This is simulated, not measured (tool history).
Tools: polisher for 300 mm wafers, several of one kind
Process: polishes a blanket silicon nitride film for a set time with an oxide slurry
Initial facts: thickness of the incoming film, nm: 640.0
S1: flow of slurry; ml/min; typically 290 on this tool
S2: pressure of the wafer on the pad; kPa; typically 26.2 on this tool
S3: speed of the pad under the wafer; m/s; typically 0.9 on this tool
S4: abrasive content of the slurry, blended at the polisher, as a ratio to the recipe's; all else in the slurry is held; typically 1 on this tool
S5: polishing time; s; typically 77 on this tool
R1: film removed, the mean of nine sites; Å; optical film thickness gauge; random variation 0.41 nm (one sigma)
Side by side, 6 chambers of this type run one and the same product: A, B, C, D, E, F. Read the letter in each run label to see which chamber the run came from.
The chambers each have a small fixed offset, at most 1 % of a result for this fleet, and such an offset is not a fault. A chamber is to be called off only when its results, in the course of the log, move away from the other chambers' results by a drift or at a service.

run,hour,S1,S2,S3,S4,S5,R1
1E,6.6,290,26.2,0.9,1,77,534.22
# hour 7.9: chamber C: head pressure recalibrated
2B,12.8,290,26.2,0.9,1,77,534.72
# hour 13.8: chamber A: worn pad replaced by a new one
3D,18.4,290,26.2,0.9,1,77,534.35
# hour 22.1: chamber F: conditioning disc replaced and pad reconditioned
4F,26,290,26.2,0.9,1,77,537.83
# hour 33.5: chamber C: worn pad replaced by a new one
# hour 33.7: chamber E: conditioning disc replaced and pad reconditioned
5C,34.4,290,26.2,0.9,1,77,534.05
6A,42.9,290,26.2,0.9,1,77,524.19
# hour 46.8: chamber F: worn pad replaced by a new one
# hour 50: chamber C: slurry blender recalibrated
7B,50.3,290,26.2,0.9,1,77,534.15
8E,54.1,290,26.2,0.9,1,77,531.29
# hour 56: chamber D: worn pad replaced by a new one
# hour 58.3: chamber F: slurry nozzle cleaned
9F,59.3,290,26.2,0.9,1,77,534.29
# hour 62: chamber A: slurry blender recalibrated
10A,63.5,290,26.2,0.9,1,77,525.94
# hour 67.3: chamber E: worn pad replaced by a new one
11D,70.3,290,26.2,0.9,1,77,533.67
12C,75,290,26.2,0.9,1,77,518.77
13F,81.6,290,26.2,0.9,1,77,530.11
14E,88,350,26.2,0.9,1,63,441.81
15A,94.7,350,26.2,0.9,1,63,435.5
# hour 94.8: chamber A: worn pad replaced by a new one
# hour 98.8: chamber C: worn pad replaced by a new one
16C,99.3,350,26.2,0.9,1,63,437.47
17B,104.1,350,26.2,0.9,1,63,449.4
# hour 105: chamber F: worn pad replaced by a new one
18D,110.2,350,26.2,0.9,1,63,441.33
# hour 113.6: chamber B: head pressure recalibrated
19C,117,350,26.2,0.9,1,63,445.77
# hour 121.8: chamber F: slurry blender recalibrated
# hour 124.8: chamber B: worn pad replaced by a new one
20D,124.8,290,26.2,0.9,1,77,533.84
21B,128.5,290,26.2,0.9,1.1,77,505.3
22E,134,290,26.2,0.9,1.1,77,556.91
# hour 134.9: chamber C: slurry nozzle cleaned
# hour 137.1: chamber E: conditioning disc replaced and pad reconditioned
23F,140.5,290,26.2,0.9,1.1,77,560.05
# hour 144.6: chamber E: worn pad replaced by a new one
# hour 145: chamber E: slurry nozzle cleaned
24A,148.4,290,26.2,0.9,1.1,77,548.61
# hour 151.5: chamber F: conditioning disc replaced and pad reconditioned
25C,154.4,290,26.2,0.9,1.1,77,554.47
# hour 155.6: chamber F: worn pad replaced by a new one
# hour 157.2: chamber D: worn pad replaced by a new one
# hour 159.7: chamber D: slurry blender recalibrated
26E,160,290,26.2,0.9,1.1,77,558.44
# hour 160.7: chamber E: slurry blender recalibrated
# hour 165.5: chamber D: slurry nozzle cleaned
27D,165.6,290,26.2,0.9,1,77,533.51
# hour 167.6: chamber C: worn pad replaced by a new one
28A,171.9,290,26.2,0.9,1,77,525.79
29F,176.2,290,26.2,0.9,1,77,536.42
# hour 183.9: chamber A: worn pad replaced by a new one
30B,184.1,290,26.2,0.9,1,77,479.65
# hour 192.1: chamber A: slurry blender recalibrated
31F,192.4,290,26.2,0.9,1,77,540.21
32D,197.9,290,26.2,0.9,1,77,526.58
# hour 198.6: chamber B: conditioning disc replaced and pad reconditioned
33B,205.9,290,26.2,0.9,1,77,482.8
# hour 207.5: chamber A: slurry nozzle cleaned
34C,213.3,290,26.2,0.9,1,77,532.03
# hour 213.8: chamber F: worn pad replaced by a new one
35E,217.3,290,26.2,0.9,1,77,527.73
# hour 219.5: chamber C: conditioning disc replaced and pad reconditioned
36A,221.3,290,26.2,0.9,1,77,530.68
37B,225,290,26.2,0.9,1,77,484.94
# hour 228.9: chamber E: worn pad replaced by a new one
38D,231.1,290,26.2,0.9,1,77,535.33
# hour 232.7: chamber C: worn pad replaced by a new one
39E,235.1,290,26.2,0.9,1,77,539.01
40C,242.2,290,26.2,0.9,1,77,521.79
41F,248.4,290,26.2,0.9,1,77,532.26
# hour 248.5: chamber A: conditioning disc replaced and pad reconditioned
42A,256.2,290,26.2,0.9,1,77,524.07
43C,264.4,290,26.2,0.9,1,77,526.1

Next, every chamber runs the same settings. What will each give?
44A,270.5,380,26.2,0.9,1,77,?
44B,270.5,380,26.2,0.9,1,77,?
44C,270.5,380,26.2,0.9,1,77,?
44D,270.5,380,26.2,0.9,1,77,?
44E,270.5,380,26.2,0.9,1,77,?
44F,270.5,380,26.2,0.9,1,77,?

run,R1
44A,538.77
44B,495.94
44C,544.75
44D,542.27
44E,545.6
44F,550.2
